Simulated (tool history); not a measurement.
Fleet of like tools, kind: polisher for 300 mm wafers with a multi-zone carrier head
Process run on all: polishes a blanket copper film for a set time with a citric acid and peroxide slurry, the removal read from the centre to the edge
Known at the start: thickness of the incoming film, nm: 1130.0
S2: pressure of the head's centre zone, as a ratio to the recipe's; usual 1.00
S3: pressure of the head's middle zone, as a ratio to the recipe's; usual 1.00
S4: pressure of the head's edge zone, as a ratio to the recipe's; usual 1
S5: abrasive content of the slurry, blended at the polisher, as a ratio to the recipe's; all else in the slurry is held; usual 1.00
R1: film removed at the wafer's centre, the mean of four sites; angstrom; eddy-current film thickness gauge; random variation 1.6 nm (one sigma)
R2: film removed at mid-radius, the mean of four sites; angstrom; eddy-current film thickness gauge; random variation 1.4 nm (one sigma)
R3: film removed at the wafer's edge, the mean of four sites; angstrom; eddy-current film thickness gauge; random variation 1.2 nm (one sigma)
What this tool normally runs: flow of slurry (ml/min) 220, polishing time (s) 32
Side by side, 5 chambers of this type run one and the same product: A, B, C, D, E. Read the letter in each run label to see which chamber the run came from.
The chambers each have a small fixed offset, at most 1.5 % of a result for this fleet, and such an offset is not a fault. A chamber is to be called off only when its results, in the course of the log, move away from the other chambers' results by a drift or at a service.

{"day": 0.396, "done": "chamber E: worn pad replaced by a new one"}
{"run": "1D", "day": 0.396, "flow of slurry (ml/min)": 220, "S2": 1.0, "S3": 1.0, "S4": 1, "S5": 1.0, "polishing time (s)": 32, "R1": 1141.4, "R2": 1142.8, "R3": 1169.0}
{"run": "2C", "day": 0.662, "flow of slurry (ml/min)": 220, "S2": 1.0, "S3": 1.0, "S4": 1, "S5": 1.0, "polishing time (s)": 32, "R1": 1161.3, "R2": 1156.5, "R3": 1156.8}
{"run": "3E", "day": 0.925, "flow of slurry (ml/min)": 220, "S2": 1.0, "S3": 1.0, "S4": 1, "S5": 1.0, "polishing time (s)": 32, "R1": 1120.2, "R2": 1157.0, "R3": 1164.3}
{"run": "4A", "day": 1.35, "flow of slurry (ml/min)": 220, "S2": 1.0, "S3": 1.0, "S4": 1, "S5": 1.0, "polishing time (s)": 32, "R1": 1161.6, "R2": 1109.1, "R3": 1144.2}
{"day": 1.358, "done": "chamber D: worn pad replaced by a new one"}
{"run": "5B", "day": 1.8, "flow of slurry (ml/min)": 220, "S2": 1.0, "S3": 1.0, "S4": 1, "S5": 1.0, "polishing time (s)": 32, "R1": 1155.5, "R2": 1155.8, "R3": 1155.6}
{"day": 1.804, "done": "chamber A: slurry nozzle cleaned"}
{"day": 2.2, "done": "chamber B: worn pad replaced by a new one"}
{"run": "6E", "day": 2.3, "flow of slurry (ml/min)": 220, "S2": 1.0, "S3": 1.0, "S4": 1, "S5": 0.75, "polishing time (s)": 32, "R1": 1070.7, "R2": 1079.3, "R3": 1058.2}
{"day": 2.558, "done": "chamber A: worn pad replaced by a new one"}
{"run": "7D", "day": 2.675, "flow of slurry (ml/min)": 220, "S2": 1.0, "S3": 1.0, "S4": 1, "S5": 0.75, "polishing time (s)": 32, "R1": 1102.2, "R2": 1080.7, "R3": 1084.3}
{"run": "8C", "day": 3.012, "flow of slurry (ml/min)": 220, "S2": 1.0, "S3": 1.0, "S4": 1, "S5": 0.75, "polishing time (s)": 32, "R1": 1086.2, "R2": 1057.6, "R3": 1089.1}
{"run": "9B", "day": 3.267, "flow of slurry (ml/min)": 220, "S2": 1.0, "S3": 1.0, "S4": 1, "S5": 0.75, "polishing time (s)": 32, "R1": 1081.0, "R2": 1079.5, "R3": 1077.7}
{"day": 3.308, "done": "chamber C: slurry nozzle cleaned"}
{"day": 3.529, "done": "chamber C: worn pad replaced by a new one"}
{"run": "10A", "day": 3.621, "flow of slurry (ml/min)": 220, "S2": 1.0, "S3": 1.0, "S4": 1, "S5": 0.75, "polishing time (s)": 32, "R1": 1085.8, "R2": 1086.3, "R3": 1083.4}
{"day": 3.738, "done": "chamber E: worn pad replaced by a new one"}
{"run": "11B", "day": 3.883, "flow of slurry (ml/min)": 220, "S2": 1.0, "S3": 1.0, "S4": 1, "S5": 1.0, "polishing time (s)": 32, "R1": 1152.0, "R2": 1177.2, "R3": 1151.3}
{"run": "12E", "day": 4.208, "flow of slurry (ml/min)": 220, "S2": 1.0, "S3": 1.11, "S4": 1, "S5": 1.0, "polishing time (s)": 32, "R1": 1118.0, "R2": 1275.2, "R3": 1146.5}
{"run": "13D", "day": 4.512, "flow of slurry (ml/min)": 220, "S2": 1.0, "S3": 1.11, "S4": 1, "S5": 1.0, "polishing time (s)": 32, "R1": 1188.3, "R2": 1279.8, "R3": 1158.2}
{"day": 4.696, "done": "chamber D: worn pad replaced by a new one"}
{"run": "14C", "day": 4.792, "flow of slurry (ml/min)": 220, "S2": 1.0, "S3": 1.11, "S4": 1, "S5": 1.0, "polishing time (s)": 32, "R1": 1128.5, "R2": 1263.6, "R3": 1164.3}
{"run": "15A", "day": 5.246, "flow of slurry (ml/min)": 220, "S2": 1.0, "S3": 1.11, "S4": 1, "S5": 1.0, "polishing time (s)": 32, "R1": 1190.1, "R2": 1277.1, "R3": 1145.7}
{"day": 5.388, "done": "chamber B: worn pad replaced by a new one"}
{"run": "16C", "day": 5.508, "flow of slurry (ml/min)": 220, "S2": 1.0, "S3": 1.11, "S4": 1, "S5": 1.0, "polishing time (s)": 32, "R1": 1173.5, "R2": 1281.5, "R3": 1183.3}
{"run": "17B", "day": 5.917, "flow of slurry (ml/min)": 220, "S2": 1.0, "S3": 1.0, "S4": 1, "S5": 1.0, "polishing time (s)": 32, "R1": 1149.4, "R2": 1153.5, "R3": 1150.3}
{"run": "18A", "day": 6.225, "flow of slurry (ml/min)": 220, "S2": 1.0, "S3": 1.0, "S4": 1, "S5": 1.0, "polishing time (s)": 32, "R1": 1158.8, "R2": 1156.8, "R3": 1128.1}
{"day": 6.396, "done": "chamber A: worn pad replaced by a new one"}
{"day": 6.542, "done": "chamber C: centre zone pressure recalibrated"}
{"run": "19D", "day": 6.6, "flow of slurry (ml/min)": 220, "S2": 1.0, "S3": 1.0, "S4": 1, "S5": 1.0, "polishing time (s)": 32, "R1": 1143.3, "R2": 1152.2, "R3": 1139.6}
{"day": 6.608, "done": "chamber E: slurry nozzle cleaned"}
{"run": "20E", "day": 7.104, "flow of slurry (ml/min)": 220, "S2": 1.0, "S3": 1.0, "S4": 1, "S5": 1.0, "polishing time (s)": 32, "R1": 1149.7, "R2": 1165.7, "R3": 1151.3}
{"day": 7.162, "done": "chamber E: worn pad replaced by a new one"}
{"run": "21D", "day": 7.442, "flow of slurry (ml/min)": 150, "S2": 1.0, "S3": 1.0, "S4": 1, "S5": 1.0, "polishing time (s)": 32, "R1": 1113.8, "R2": 1090.7, "R3": 1115.7}
{"run": "22B", "day": 7.767, "flow of slurry (ml/min)": 150, "S2": 1.0, "S3": 1.0, "S4": 1, "S5": 1.0, "polishing time (s)": 32, "R1": 1053.2, "R2": 1087.9, "R3": 1121.2}
{"day": 8.204, "done": "chamber D: worn pad replaced by a new one"}
{"run": "23E", "day": 8.279, "flow of slurry (ml/min)": 150, "S2": 1.0, "S3": 1.0, "S4": 1, "S5": 1.0, "polishing time (s)": 32, "R1": 1049.0, "R2": 1094.3, "R3": 1100.9}
{"day": 8.338, "done": "chamber B: worn pad replaced by a new one"}
{"day": 8.671, "done": "chamber C: worn pad replaced by a new one"}
{"run": "24C", "day": 8.758, "flow of slurry (ml/min)": 150, "S2": 1.0, "S3": 1.0, "S4": 1, "S5": 1.0, "polishing time (s)": 32, "R1": 1115.4, "R2": 1052.8, "R3": 1112.5}
{"day": 8.879, "done": "chamber B: edge zone pressure recalibrated"}
{"run": "25A", "day": 9.108, "flow of slurry (ml/min)": 150, "S2": 1.0, "S3": 1.0, "S4": 1, "S5": 1.0, "polishing time (s)": 32, "R1": 1085.2, "R2": 1083.2, "R3": 1060.4}
{"run": "26A", "day": 9.446, "flow of slurry (ml/min)": 220, "S2": 1.07, "S3": 1.05, "S4": 1, "S5": 1.0, "polishing time (s)": 32, "R1": 1228.8, "R2": 1189.9, "R3": 1143.7}
{"run": "27D", "day": 9.775, "flow of slurry (ml/min)": 220, "S2": 1.07, "S3": 1.05, "S4": 1, "S5": 1.0, "polishing time (s)": 32, "R1": 1222.6, "R2": 1201.6, "R3": 1160.3}
{"run": "28C", "day": 10.054, "flow of slurry (ml/min)": 220, "S2": 1.07, "S3": 1.05, "S4": 1, "S5": 1.0, "polishing time (s)": 32, "R1": 1248.7, "R2": 1209.6, "R3": 1159.8}
{"day": 10.271, "done": "chamber C: edge zone pressure recalibrated"}
{"run": "29E", "day": 10.412, "flow of slurry (ml/min)": 220, "S2": 1.07, "S3": 1.05, "S4": 1, "S5": 1.0, "polishing time (s)": 32, "R1": 1220.5, "R2": 1211.2, "R3": 1161.8}
{"day": 10.55, "done": "chamber A: worn pad replaced by a new one"}
{"day": 10.679, "done": "chamber E: worn pad replaced by a new one"}
{"run": "30B", "day": 10.783, "flow of slurry (ml/min)": 220, "S2": 1.07, "S3": 1.05, "S4": 1, "S5": 1.0, "polishing time (s)": 32, "R1": 1240.4, "R2": 1200.2, "R3": 1139.6}
{"run": "31B", "day": 11.183, "flow of slurry (ml/min)": 220, "S2": 1.0, "S3": 1.0, "S4": 1, "S5": 1.0, "polishing time (s)": 40, "R1": 1442.5, "R2": 1442.0, "R3": 1449.6}
{"run": "32D", "day": 11.579, "flow of slurry (ml/min)": 220, "S2": 1.0, "S3": 1.0, "S4": 1, "S5": 1.0, "polishing time (s)": 40, "R1": 1442.8, "R2": 1443.8, "R3": 1448.1}
{"day": 11.6, "done": "chamber B: worn pad replaced by a new one"}
{"day": 12.05, "done": "chamber D: worn pad replaced by a new one"}
{"run": "33E", "day": 12.112, "flow of slurry (ml/min)": 220, "S2": 1.0, "S3": 1.0, "S4": 1, "S5": 1.0, "polishing time (s)": 40, "R1": 1435.6, "R2": 1445.7, "R3": 1448.9}
{"run": "34A", "day": 12.512, "flow of slurry (ml/min)": 220, "S2": 1.0, "S3": 1.0, "S4": 1, "S5": 1.0, "polishing time (s)": 40, "R1": 1421.6, "R2": 1428.7, "R3": 1427.6}
{"day": 12.688, "done": "chamber B: slurry nozzle cleaned"}
{"run": "35C", "day": 12.962, "flow of slurry (ml/min)": 220, "S2": 1.0, "S3": 1.0, "S4": 1, "S5": 1.0, "polishing time (s)": 40, "R1": 1449.1, "R2": 1446.7, "R3": 1435.7}
{"day": 13.1, "done": "chamber C: worn pad replaced by a new one"}
{"run": "36B", "day": 13.429, "flow of slurry (ml/min)": 220, "S2": 1.0, "S3": 1.0, "S4": 1, "S5": 1.0, "polishing time (s)": 32, "R1": 1114.3, "R2": 1169.3, "R3": 1147.3}
{"run": "37A", "day": 13.946, "flow of slurry (ml/min)": 220, "S2": 1.0, "S3": 1.0, "S4": 1, "S5": 1.0, "polishing time (s)": 32, "R1": 1157.8, "R2": 1144.2, "R3": 1141.4}
{"day": 14.196, "done": "chamber E: worn pad replaced by a new one"}
{"run": "38D", "day": 14.271, "flow of slurry (ml/min)": 220, "S2": 1.0, "S3": 1.06, "S4": 1, "S5": 1.0, "polishing time (s)": 39, "R1": 1396.8, "R2": 1472.1, "R3": 1415.1}
{"run": "39C", "day": 14.542, "flow of slurry (ml/min)": 220, "S2": 1.0, "S3": 1.06, "S4": 1, "S5": 1.0, "polishing time (s)": 39, "R1": 1408.4, "R2": 1481.1, "R3": 1399.2}
{"day": 14.867, "done": "chamber B: worn pad replaced by a new one"}
{"run": "40E", "day": 15.092, "flow of slurry (ml/min)": 220, "S2": 1.0, "S3": 1.06, "S4": 1, "S5": 1.0, "polishing time (s)": 39, "R1": 1382.0, "R2": 1477.1, "R3": 1406.3}
{"run": "41B", "day": 15.483, "flow of slurry (ml/min)": 220, "S2": 1.0, "S3": 1.06, "S4": 1, "S5": 1.0, "polishing time (s)": 39, "R1": 1399.3, "R2": 1444.9, "R3": 1410.7}
{"run": "42D", "day": 15.938, "flow of slurry (ml/min)": 220, "S2": 1.0, "S3": 1.06, "S4": 1, "S5": 1.0, "polishing time (s)": 39, "R1": 1398.5, "R2": 1448.4, "R3": 1431.5}

Next, all 5 chambers run the settings below, one line each with question marks for the results. What does each chamber give?
{"run": "43A", "day": 16.35, "flow of slurry (ml/min)": 220, "S2": 0.9, "S3": 1.0, "S4": 1, "S5": 1.0, "polishing time (s)": 32, "R1": "?", "R2": "?", "R3": "?"}
{"run": "43B", "day": 16.35, "flow of slurry (ml/min)": 220, "S2": 0.9, "S3": 1.0, "S4": 1, "S5": 1.0, "polishing time (s)": 32, "R1": "?", "R2": "?", "R3": "?"}
{"run": "43C", "day": 16.35, "flow of slurry (ml/min)": 220, "S2": 0.9, "S3": 1.0, "S4": 1, "S5": 1.0, "polishing time (s)": 32, "R1": "?", "R2": "?", "R3": "?"}
{"run": "43D", "day": 16.35, "flow of slurry (ml/min)": 220, "S2": 0.9, "S3": 1.0, "S4": 1, "S5": 1.0, "polishing time (s)": 32, "R1": "?", "R2": "?", "R3": "?"}
{"run": "43E", "day": 16.35, "flow of slurry (ml/min)": 220, "S2": 0.9, "S3": 1.0, "S4": 1, "S5": 1.0, "polishing time (s)": 32, "R1": "?", "R2": "?", "R3": "?"}

run=43A R1=1033.2 R2=1176.0 R3=1129.5
run=43B R1=1034.7 R2=1182.9 R3=1150.1
run=43C R1=1020.0 R2=1165.2 R3=1150.3
run=43D R1=1034.2 R2=1140.5 R3=1137.1
run=43E R1=1014.7 R2=1141.0 R3=1191.3
